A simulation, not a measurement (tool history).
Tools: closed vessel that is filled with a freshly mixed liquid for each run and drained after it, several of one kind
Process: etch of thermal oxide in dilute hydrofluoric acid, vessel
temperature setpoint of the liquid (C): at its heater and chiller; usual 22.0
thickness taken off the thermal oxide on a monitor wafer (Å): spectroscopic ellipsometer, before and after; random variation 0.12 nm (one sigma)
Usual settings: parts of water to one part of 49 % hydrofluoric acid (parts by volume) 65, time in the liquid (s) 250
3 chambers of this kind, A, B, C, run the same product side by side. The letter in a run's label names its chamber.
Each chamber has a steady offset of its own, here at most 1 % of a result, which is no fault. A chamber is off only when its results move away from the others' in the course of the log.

run,hour,temperature setpoint of the liquid (C),parts of water to one part of 49 % hydrofluoric acid (parts by volume),time in the liquid (s),"read-back film thickness of the thermal oxide reference wafer, read on the same gauge (nm)",thickness taken off the thermal oxide on a monitor wafer (Å)
1B,2.5,22.0,65,250,150.00,173.710
2A,6.8,22.0,65,250,150.02,172.200
3C,11.3,22.0,65,250,149.97,174.510
4B,16.2,22.0,65,250,149.99,174.050
5C,21.1,22.0,65,250,150.00,173.300
6A,23.7,22.0,65,250,149.99,171.500
7C,27.5,22.0,65,145,150.01,100.410
8B,32.7,22.0,65,145,149.97,101.030
9A,35.2,22.0,65,145,149.95,99.927
10A,38.6,22.0,65,250,149.99,171.390
11C,42.2,22.0,65,250,150.02,172.650
12B,45.3,22.0,65,250,149.99,172.780
13A,50.1,19.0,55,250,150.05,179.230
14B,54.9,19.0,55,250,150.01,184.360
15C,60.0,19.0,55,250,149.96,182.620
16A,64.5,26.5,65,390,150.00,323.760
17C,69.1,26.5,65,390,150.00,327.500
18B,74.2,26.5,65,390,149.98,326.920
19B,78.9,22.0,65,250,149.97,173.790
20A,83.5,22.0,65,250,150.02,172.750
21C,88.5,17.5,65,250,150.01,143.080
22C,92.6,17.5,65,250,150.00,145.450
23A,95.3,17.5,65,250,149.99,140.810
24B,99.7,22.0,65,250,149.97,174.030

Next, every chamber runs the same settings. What will each give?
25A,103.6,22.0,65,250,,?
25B,103.6,22.0,65,250,,?
25C,103.6,22.0,65,250,,?

run,thickness taken off the thermal oxide on a monitor wafer (Å)
25A,171.600
25B,173.940
25C,176.030
